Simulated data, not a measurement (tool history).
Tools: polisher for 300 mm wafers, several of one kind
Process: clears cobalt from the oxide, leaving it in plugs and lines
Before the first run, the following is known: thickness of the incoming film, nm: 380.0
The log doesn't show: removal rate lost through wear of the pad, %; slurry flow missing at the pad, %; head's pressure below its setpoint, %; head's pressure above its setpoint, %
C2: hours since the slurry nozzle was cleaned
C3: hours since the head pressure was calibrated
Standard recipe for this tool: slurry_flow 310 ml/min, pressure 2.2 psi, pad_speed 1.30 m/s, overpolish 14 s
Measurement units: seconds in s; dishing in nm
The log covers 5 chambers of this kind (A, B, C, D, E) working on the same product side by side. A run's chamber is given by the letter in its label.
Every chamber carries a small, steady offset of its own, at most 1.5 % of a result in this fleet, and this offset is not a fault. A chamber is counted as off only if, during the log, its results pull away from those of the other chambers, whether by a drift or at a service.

run 1D hour=5.6 | slurry_flow=310 pressure=2.2 pad_speed=1.30 overpolish=14 | wafers_polished_on_this_pad=608 C2=99.0 C3=954.8 | seconds=49.823 dishing=50.263
-- hour=6.4 chamber D: head pressure recalibrated
run 2C hour=10.8 | slurry_flow=310 pressure=2.2 pad_speed=1.30 overpolish=14 | wafers_polished_on_this_pad=495 C2=408.3 C3=390.2 | seconds=49.493 dishing=52.270
run 3E hour=15.1 | slurry_flow=310 pressure=2.2 pad_speed=1.30 overpolish=14 | wafers_polished_on_this_pad=908 C2=130.0 C3=715.3 | seconds=51.201 dishing=50.679
run 4A hour=20.6 | slurry_flow=310 pressure=2.2 pad_speed=1.30 overpolish=14 | wafers_polished_on_this_pad=454 C2=221.3 C3=333.8 | seconds=49.126 dishing=50.820
run 5B hour=25.4 | slurry_flow=310 pressure=2.2 pad_speed=1.30 overpolish=14 | wafers_polished_on_this_pad=993 C2=523.6 C3=264.3 | seconds=50.403 dishing=50.364
run 6B hour=29.8 | slurry_flow=310 pressure=2.2 pad_speed=1.30 overpolish=14 | wafers_polished_on_this_pad=1048 C2=528.0 C3=268.7 | seconds=50.077 dishing=50.899
-- hour=30.0 chamber C: worn pad replaced by a new one
run 7C hour=38.4 | slurry_flow=310 pressure=2.2 pad_speed=1.30 overpolish=14 | wafers_polished_on_this_pad=105 C2=435.9 C3=417.8 | seconds=49.551 dishing=50.488
run 8E hour=44.7 | slurry_flow=310 pressure=2.2 pad_speed=1.30 overpolish=14 | wafers_polished_on_this_pad=1279 C2=159.6 C3=744.9 | seconds=50.296 dishing=51.211
-- hour=46.0 chamber E: worn pad replaced by a new one
-- hour=52.2 chamber D: worn pad replaced by a new one
run 9D hour=53.6 | slurry_flow=310 pressure=2.2 pad_speed=1.30 overpolish=14 | wafers_polished_on_this_pad=17 C2=147.0 C3=47.2 | seconds=49.797 dishing=49.725
-- hour=57.7 chamber A: worn pad replaced by a new one
run 10A hour=58.6 | slurry_flow=310 pressure=2.2 pad_speed=1.30 overpolish=14 | wafers_polished_on_this_pad=12 C2=259.3 C3=371.8 | seconds=48.811 dishing=50.716
-- hour=63.3 chamber B: worn pad replaced by a new one
run 11D hour=63.8 | slurry_flow=310 pressure=2.2 pad_speed=1.30 overpolish=14 | wafers_polished_on_this_pad=145 C2=157.2 C3=57.4 | seconds=50.678 dishing=50.216
-- hour=66.2 chamber C: slurry nozzle cleaned
run 12C hour=70.7 | slurry_flow=310 pressure=2.2 pad_speed=1.30 overpolish=14 | wafers_polished_on_this_pad=510 C2=4.6 C3=450.1 | seconds=50.163 dishing=51.108
run 13A hour=77.7 | slurry_flow=310 pressure=2.2 pad_speed=1.30 overpolish=14 | wafers_polished_on_this_pad=251 C2=278.4 C3=390.9 | seconds=50.815 dishing=51.778
run 14E hour=83.1 | slurry_flow=310 pressure=2.2 pad_speed=1.52 overpolish=14 | wafers_polished_on_this_pad=465 C2=198.0 C3=783.3 | seconds=43.653 dishing=54.555
run 15B hour=91.3 | slurry_flow=310 pressure=2.2 pad_speed=1.52 overpolish=14 | wafers_polished_on_this_pad=351 C2=589.5 C3=330.2 | seconds=43.595 dishing=53.417
-- hour=94.6 chamber E: head pressure recalibrated
run 16D hour=96.5 | slurry_flow=310 pressure=2.2 pad_speed=1.52 overpolish=14 | wafers_polished_on_this_pad=555 C2=189.9 C3=90.1 | seconds=42.751 dishing=52.553
-- hour=100.1 chamber C: worn pad replaced by a new one
run 17C hour=100.8 | slurry_flow=310 pressure=2.2 pad_speed=1.52 overpolish=14 | wafers_polished_on_this_pad=9 C2=34.7 C3=480.2 | seconds=42.441 dishing=53.489
run 18A hour=106.4 | slurry_flow=310 pressure=2.2 pad_speed=1.52 overpolish=14 | wafers_polished_on_this_pad=611 C2=307.1 C3=419.6 | seconds=42.529 dishing=54.107
run 19E hour=113.9 | slurry_flow=310 pressure=2.2 pad_speed=1.30 overpolish=14 | wafers_polished_on_this_pad=851 C2=228.8 C3=19.3 | seconds=51.679 dishing=51.249
run 20B hour=123.2 | slurry_flow=310 pressure=2.2 pad_speed=1.30 overpolish=14 | wafers_polished_on_this_pad=751 C2=621.4 C3=362.1 | seconds=50.593 dishing=51.301
run 21C hour=129.6 | slurry_flow=265 pressure=1.8 pad_speed=1.30 overpolish=14 | wafers_polished_on_this_pad=370 C2=63.5 C3=509.0 | seconds=62.118 dishing=45.868
-- hour=132.0 chamber A: worn pad replaced by a new one
run 22D hour=139.0 | slurry_flow=265 pressure=1.8 pad_speed=1.30 overpolish=14 | wafers_polished_on_this_pad=1088 C2=232.4 C3=132.6 | seconds=62.554 dishing=46.544
-- hour=145.3 chamber D: worn pad replaced by a new one
run 23E hour=146.2 | slurry_flow=265 pressure=1.8 pad_speed=1.30 overpolish=14 | wafers_polished_on_this_pad=1255 C2=261.1 C3=51.6 | seconds=62.096 dishing=46.058
run 24A hour=155.5 | slurry_flow=265 pressure=1.8 pad_speed=1.30 overpolish=14 | wafers_polished_on_this_pad=294 C2=356.2 C3=468.7 | seconds=64.636 dishing=46.253
-- hour=155.9 chamber C: worn pad replaced by a new one
-- hour=157.6 chamber E: worn pad replaced by a new one
run 25B hour=164.7 | slurry_flow=265 pressure=1.8 pad_speed=1.30 overpolish=14 | wafers_polished_on_this_pad=1271 C2=662.9 C3=403.6 | seconds=62.044 dishing=46.971
run 26C hour=172.7 | slurry_flow=310 pressure=2.2 pad_speed=1.30 overpolish=14 | wafers_polished_on_this_pad=211 C2=106.6 C3=552.1 | seconds=50.179 dishing=52.620
-- hour=178.4 chamber B: worn pad replaced by a new one
run 27D hour=179.4 | slurry_flow=310 pressure=2.2 pad_speed=1.30 overpolish=14 | wafers_polished_on_this_pad=427 C2=272.8 C3=173.0 | seconds=49.989 dishing=50.381
run 28B hour=188.6 | slurry_flow=310 pressure=2.2 pad_speed=1.16 overpolish=9 | wafers_polished_on_this_pad=128 C2=686.8 C3=427.5 | seconds=55.301 dishing=38.167
run 29E hour=198.1 | slurry_flow=310 pressure=2.2 pad_speed=1.16 overpolish=9 | wafers_polished_on_this_pad=507 C2=313.0 C3=103.5 | seconds=55.938 dishing=38.769
run 30A hour=206.8 | slurry_flow=310 pressure=2.2 pad_speed=1.16 overpolish=9 | wafers_polished_on_this_pad=937 C2=407.5 C3=520.0 | seconds=60.241 dishing=37.863
-- hour=211.0 chamber A: worn pad replaced by a new one
run 31E hour=215.3 | slurry_flow=310 pressure=2.2 pad_speed=1.16 overpolish=9 | wafers_polished_on_this_pad=723 C2=330.2 C3=120.7 | seconds=57.202 dishing=39.041
-- hour=222.9 chamber C: worn pad replaced by a new one
run 32C hour=223.3 | slurry_flow=310 pressure=2.2 pad_speed=1.16 overpolish=9 | wafers_polished_on_this_pad=6 C2=157.2 C3=602.7 | seconds=56.645 dishing=38.695
-- hour=224.9 chamber E: slurry nozzle cleaned
run 33D hour=227.5 | slurry_flow=310 pressure=2.2 pad_speed=1.30 overpolish=14 | wafers_polished_on_this_pad=1030 C2=320.9 C3=221.1 | seconds=49.062 dishing=50.668
run 34A hour=232.1 | slurry_flow=310 pressure=2.2 pad_speed=1.30 overpolish=14 | wafers_polished_on_this_pad=264 C2=432.8 C3=545.3 | seconds=54.279 dishing=48.699
-- hour=235.3 chamber D: slurry nozzle cleaned
run 35B hour=236.5 | slurry_flow=310 pressure=2.2 pad_speed=1.30 overpolish=14 | wafers_polished_on_this_pad=728 C2=734.7 C3=475.4 | seconds=49.606 dishing=49.767
-- hour=239.6 chamber D: worn pad replaced by a new one
run 36B hour=241.7 | slurry_flow=310 pressure=2.2 pad_speed=1.30 overpolish=14 | wafers_polished_on_this_pad=793 C2=739.9 C3=480.6 | seconds=49.978 dishing=50.615
-- hour=248.1 chamber A: slurry nozzle cleaned
run 37D hour=249.8 | slurry_flow=310 pressure=2.2 pad_speed=1.30 overpolish=14 | wafers_polished_on_this_pad=128 C2=14.5 C3=243.4 | seconds=50.036 dishing=50.886
run 38C hour=256.3 | slurry_flow=310 pressure=2.2 pad_speed=1.30 overpolish=14 | wafers_polished_on_this_pad=419 C2=190.2 C3=635.7 | seconds=50.057 dishing=50.806
run 39E hour=263.4 | slurry_flow=310 pressure=2.6 pad_speed=0.98 overpolish=14 | wafers_polished_on_this_pad=1325 C2=38.5 C3=168.8 | seconds=57.232 dishing=49.562
run 40A hour=270.1 | slurry_flow=310 pressure=2.6 pad_speed=0.98 overpolish=14 | wafers_polished_on_this_pad=740 C2=22.1 C3=583.3 | seconds=61.745 dishing=45.267
run 41B hour=279.5 | slurry_flow=310 pressure=2.6 pad_speed=0.98 overpolish=14 | wafers_polished_on_this_pad=1267 C2=777.7 C3=518.4 | seconds=55.490 dishing=47.752
-- hour=280.3 chamber E: worn pad replaced by a new one
run 42E hour=285.8 | slurry_flow=310 pressure=2.6 pad_speed=0.98 overpolish=14 | wafers_polished_on_this_pad=69 C2=60.9 C3=191.2 | seconds=56.550 dishing=48.995
run 43A hour=291.4 | slurry_flow=310 pressure=2.6 pad_speed=0.98 overpolish=14 | wafers_polished_on_this_pad=1007 C2=43.4 C3=604.6 | seconds=62.826 dishing=44.880
run 44D hour=298.0 | slurry_flow=310 pressure=2.2 pad_speed=1.30 overpolish=14 | wafers_polished_on_this_pad=732 C2=62.7 C3=291.6 | seconds=50.464 dishing=50.687

Which is it: a chamber that has drifted or been left off by a service, a gauge drift common to all chambers, or only each chamber's usual small offset? If a chamber is off, name it and its likeliest cause.

Little by little, chamber A moves away from the other chambers.
What lies behind it: head's pressure below its setpoint, % = 11.4.

Chamber A could run next with any of the 4 candidate recipes listed below; each alters the usual settings, and their results appear as question marks. Which one brings its results back in line with what the other chambers deliver on the usual settings?
To be in line, a result may differ from the other chambers' mean on the usual settings by at most: seconds 2.000 s; dishing 2.100 nm
run 45A-1 hour=304.8 | slurry_flow=310 pressure=2.3 pad_speed=1.32 overpolish=14 | seconds=? dishing=?
run 45A-2 hour=304.8 | slurry_flow=310 pressure=2.1 pad_speed=1.28 overpolish=14 | seconds=? dishing=?
run 45A-3 hour=304.8 | slurry_flow=310 pressure=2.3 pad_speed=1.38 overpolish=14 | seconds=? dishing=?
run 45A-4 hour=304.8 | slurry_flow=310 pressure=2.1 pad_speed=1.22 overpolish=14 | seconds=? dishing=?

Other chambers, usual settings, mean: seconds 50.316 s; dishing 50.883 nm
run=45A-1 seconds=53.188 dishing=49.608
run=45A-2 seconds=60.008 dishing=47.102
run=45A-3 seconds=50.856 dishing=50.497
run=45A-4 seconds=62.987 dishing=46.056
The right change is 45A-3: it brings the chamber back within the allowed miss of the others.

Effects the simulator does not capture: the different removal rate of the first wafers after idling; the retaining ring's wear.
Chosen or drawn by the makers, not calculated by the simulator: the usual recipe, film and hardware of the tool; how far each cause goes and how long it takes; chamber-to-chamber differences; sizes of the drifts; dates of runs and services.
